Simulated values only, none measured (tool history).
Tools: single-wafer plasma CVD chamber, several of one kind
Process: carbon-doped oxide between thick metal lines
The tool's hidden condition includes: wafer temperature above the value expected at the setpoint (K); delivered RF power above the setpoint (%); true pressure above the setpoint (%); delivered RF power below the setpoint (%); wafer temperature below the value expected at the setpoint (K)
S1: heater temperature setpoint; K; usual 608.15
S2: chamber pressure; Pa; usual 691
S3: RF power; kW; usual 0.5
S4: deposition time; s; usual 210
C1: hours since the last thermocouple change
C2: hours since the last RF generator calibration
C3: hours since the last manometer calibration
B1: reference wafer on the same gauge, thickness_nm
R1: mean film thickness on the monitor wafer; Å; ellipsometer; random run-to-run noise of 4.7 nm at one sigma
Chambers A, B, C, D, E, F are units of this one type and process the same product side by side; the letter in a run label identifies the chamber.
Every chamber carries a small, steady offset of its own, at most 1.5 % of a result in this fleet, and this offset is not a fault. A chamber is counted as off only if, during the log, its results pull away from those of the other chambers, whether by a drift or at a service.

{"run": "1A", "day": 0.283, "S1": 608.15, "S2": 691, "S3": 0.5, "S4": 210, "C1": 967.8, "C2": 12.5, "C3": 318.2, "B1": 1110.2, "R1": 10895}
{"run": "2D", "day": 0.65, "S1": 608.15, "S2": 691, "S3": 0.5, "S4": 210, "C1": 157.3, "C2": 1224.1, "C3": 1946.2, "B1": 1109.3, "R1": 10969}
{"run": "3F", "day": 0.933, "S1": 608.15, "S2": 691, "S3": 0.5, "S4": 210, "C1": 2325.2, "C2": 277.6, "C3": 886.1, "B1": 1110.4, "R1": 11164}
{"run": "4B", "day": 1.408, "S1": 608.15, "S2": 691, "S3": 0.5, "S4": 210, "C1": 44.6, "C2": 220, "C3": 314.2, "B1": 1110, "R1": 11066}
{"run": "5E", "day": 1.75, "S1": 608.15, "S2": 691, "S3": 0.5, "S4": 210, "C1": 809.7, "C2": 1405, "C3": 1263.5, "B1": 1111.3, "R1": 11105}
{"run": "6C", "day": 2.279, "S1": 608.15, "S2": 691, "S3": 0.5, "S4": 210, "C1": 1523.9, "C2": 383.1, "C3": 1089.7, "B1": 1110.3, "R1": 10982}
{"run": "7B", "day": 2.521, "S1": 608.15, "S2": 691, "S3": 0.5, "S4": 210, "C1": 71.3, "C2": 246.7, "C3": 340.9, "B1": 1108.6, "R1": 11103}
{"run": "8D", "day": 2.862, "S1": 608.15, "S2": 691, "S3": 0.5, "S4": 210, "C1": 210.4, "C2": 1277.2, "C3": 1999.3, "B1": 1110.6, "R1": 11083}
{"run": "9A", "day": 3.288, "S1": 608.15, "S2": 829, "S3": 0.5, "S4": 210, "C1": 1039.9, "C2": 84.6, "C3": 390.3, "B1": 1111.1, "R1": 11281}
{"run": "10E", "day": 3.696, "S1": 608.15, "S2": 829, "S3": 0.5, "S4": 210, "C1": 856.4, "C2": 1451.7, "C3": 1310.2, "B1": 1110.5, "R1": 11337}
{"run": "11C", "day": 4.146, "S1": 608.15, "S2": 829, "S3": 0.5, "S4": 210, "C1": 1568.7, "C2": 427.9, "C3": 1134.5, "B1": 1109.7, "R1": 11325}
{"run": "12F", "day": 4.517, "S1": 608.15, "S2": 829, "S3": 0.5, "S4": 210, "C1": 2411.2, "C2": 363.6, "C3": 972.1, "B1": 1110.3, "R1": 11418}
{"run": "13F", "day": 5.012, "S1": 608.15, "S2": 829, "S3": 0.5, "S4": 210, "C1": 2423.1, "C2": 375.5, "C3": 984, "B1": 1108.5, "R1": 11316}
{"run": "14C", "day": 5.3, "S1": 608.15, "S2": 829, "S3": 0.5, "S4": 210, "C1": 1596.4, "C2": 455.6, "C3": 1162.2, "B1": 1109.8, "R1": 11243}
{"run": "15E", "day": 5.779, "S1": 608.15, "S2": 615, "S3": 0.45, "S4": 210, "C1": 906.4, "C2": 1501.7, "C3": 1360.2, "B1": 1111.1, "R1": 10245}
{"day": 5.808, "done": "chamber C: capacitance manometer re-zeroed and calibrated"}
{"run": "16A", "day": 6.125, "S1": 608.15, "S2": 615, "S3": 0.45, "S4": 210, "C1": 1108, "C2": 152.7, "C3": 458.4, "B1": 1109.5, "R1": 10113}
{"run": "17D", "day": 6.617, "S1": 608.15, "S2": 615, "S3": 0.45, "S4": 210, "C1": 300.5, "C2": 1367.3, "C3": 2089.4, "B1": 1110.2, "R1": 10104}
{"run": "18B", "day": 6.862, "S1": 608.15, "S2": 615, "S3": 0.45, "S4": 210, "C1": 175.5, "C2": 350.9, "C3": 445.1, "B1": 1110, "R1": 10155}
{"run": "19B", "day": 7.383, "S1": 608.15, "S2": 615, "S3": 0.45, "S4": 210, "C1": 188, "C2": 363.4, "C3": 457.6, "B1": 1109.5, "R1": 10142}
{"run": "20D", "day": 7.717, "S1": 608.15, "S2": 615, "S3": 0.45, "S4": 210, "C1": 326.9, "C2": 1393.7, "C3": 2115.8, "B1": 1109.5, "R1": 10129}
{"run": "21F", "day": 8.112, "S1": 608.15, "S2": 764, "S3": 0.5, "S4": 184, "C1": 2497.5, "C2": 449.9, "C3": 1058.4, "B1": 1110.8, "R1": 9813.2}
{"day": 8.317, "done": "chamber C: thermocouple changed; heater temperature recalibrated"}
{"run": "22C", "day": 8.558, "S1": 608.15, "S2": 764, "S3": 0.5, "S4": 184, "C1": 5.9, "C2": 533.8, "C3": 66, "B1": 1109.6, "R1": 9773.8}
{"run": "23A", "day": 8.925, "S1": 608.15, "S2": 764, "S3": 0.5, "S4": 184, "C1": 1175.2, "C2": 219.9, "C3": 525.6, "B1": 1111.2, "R1": 9750.8}
{"run": "24E", "day": 9.421, "S1": 608.15, "S2": 764, "S3": 0.5, "S4": 184, "C1": 993.8, "C2": 1589.1, "C3": 1447.6, "B1": 1109.5, "R1": 9965.6}
{"run": "25E", "day": 9.846, "S1": 608.15, "S2": 764, "S3": 0.5, "S4": 184, "C1": 1004, "C2": 1599.3, "C3": 1457.8, "B1": 1109.3, "R1": 9967.4}
{"run": "26D", "day": 10.312, "S1": 608.15, "S2": 764, "S3": 0.5, "S4": 184, "C1": 389.2, "C2": 1456, "C3": 2178.1, "B1": 1110.9, "R1": 9845.3}
{"run": "27A", "day": 10.829, "S1": 608.15, "S2": 691, "S3": 0.57, "S4": 193, "C1": 1220.9, "C2": 265.6, "C3": 571.3, "B1": 1109.9, "R1": 10918}
{"run": "28B", "day": 11.142, "S1": 608.15, "S2": 691, "S3": 0.57, "S4": 193, "C1": 278.2, "C2": 453.6, "C3": 547.8, "B1": 1110.2, "R1": 10975}
{"run": "29C", "day": 11.425, "S1": 608.15, "S2": 691, "S3": 0.57, "S4": 193, "C1": 74.7, "C2": 602.6, "C3": 134.8, "B1": 1110.8, "R1": 10925}
{"run": "30F", "day": 11.862, "S1": 608.15, "S2": 691, "S3": 0.57, "S4": 193, "C1": 2587.5, "C2": 539.9, "C3": 1148.4, "B1": 1109.4, "R1": 11000}
{"run": "31D", "day": 12.333, "S1": 608.15, "S2": 691, "S3": 0.57, "S4": 193, "C1": 437.7, "C2": 1504.5, "C3": 2226.6, "B1": 1110.2, "R1": 10938}
{"run": "32A", "day": 12.704, "S1": 608.15, "S2": 691, "S3": 0.57, "S4": 193, "C1": 1265.9, "C2": 310.6, "C3": 616.3, "B1": 1109.7, "R1": 10875}
{"run": "33F", "day": 13.062, "S1": 608.15, "S2": 691, "S3": 0.5, "S4": 210, "C1": 2616.3, "C2": 568.7, "C3": 1177.2, "B1": 1109.6, "R1": 11060}
{"run": "34C", "day": 13.296, "S1": 608.15, "S2": 691, "S3": 0.5, "S4": 210, "C1": 119.6, "C2": 647.5, "C3": 179.7, "B1": 1109, "R1": 11027}
{"run": "35E", "day": 13.779, "S1": 608.15, "S2": 691, "S3": 0.5, "S4": 210, "C1": 1098.4, "C2": 1693.7, "C3": 1552.2, "B1": 1109, "R1": 11166}
{"run": "36B", "day": 14.188, "S1": 608.15, "S2": 691, "S3": 0.5, "S4": 210, "C1": 351.3, "C2": 526.7, "C3": 620.9, "B1": 1110.7, "R1": 11094}
{"run": "37F", "day": 14.467, "S1": 608.15, "S2": 691, "S3": 0.5, "S4": 210, "C1": 2650, "C2": 602.4, "C3": 1210.9, "B1": 1109.6, "R1": 11055}
{"day": 14.633, "done": "chamber A: thermocouple changed; heater temperature recalibrated"}
{"run": "38B", "day": 14.9, "S1": 608.15, "S2": 691, "S3": 0.5, "S4": 210, "C1": 368.4, "C2": 543.8, "C3": 638, "B1": 1109.7, "R1": 11024}
{"run": "39D", "day": 15.275, "S1": 608.15, "S2": 691, "S3": 0.5, "S4": 210, "C1": 508.3, "C2": 1575.1, "C3": 2297.2, "B1": 1109.3, "R1": 11061}
{"run": "40A", "day": 15.533, "S1": 608.15, "S2": 691, "S3": 0.5, "S4": 210, "C1": 21.6, "C2": 378.5, "C3": 684.2, "B1": 1110.5, "R1": 10910}
{"run": "41E", "day": 15.817, "S1": 608.15, "S2": 691, "S3": 0.5, "S4": 210, "C1": 1147.3, "C2": 1742.6, "C3": 1601.1, "B1": 1111.2, "R1": 11236}
{"run": "42C", "day": 16.254, "S1": 608.15, "S2": 691, "S3": 0.5, "S4": 210, "C1": 190.6, "C2": 718.5, "C3": 250.7, "B1": 1109.9, "R1": 10997}
{"run": "43B", "day": 16.675, "S1": 608.15, "S2": 691, "S3": 0.5, "S4": 210, "C1": 411, "C2": 586.4, "C3": 680.6, "B1": 1109.7, "R1": 11022}
{"run": "44F", "day": 16.929, "S1": 608.15, "S2": 691, "S3": 0.5, "S4": 210, "C1": 2709.1, "C2": 661.5, "C3": 1270, "B1": 1111.1, "R1": 11009}

Has any chamber moved away from the others, gradually or after a service, or does the common gauge drift, or do the chambers differ only by their own small steady offsets? State the chamber and the most likely cause if one applies.

All chambers stay in line apart from their small fixed offsets, and the gauge does not drift.
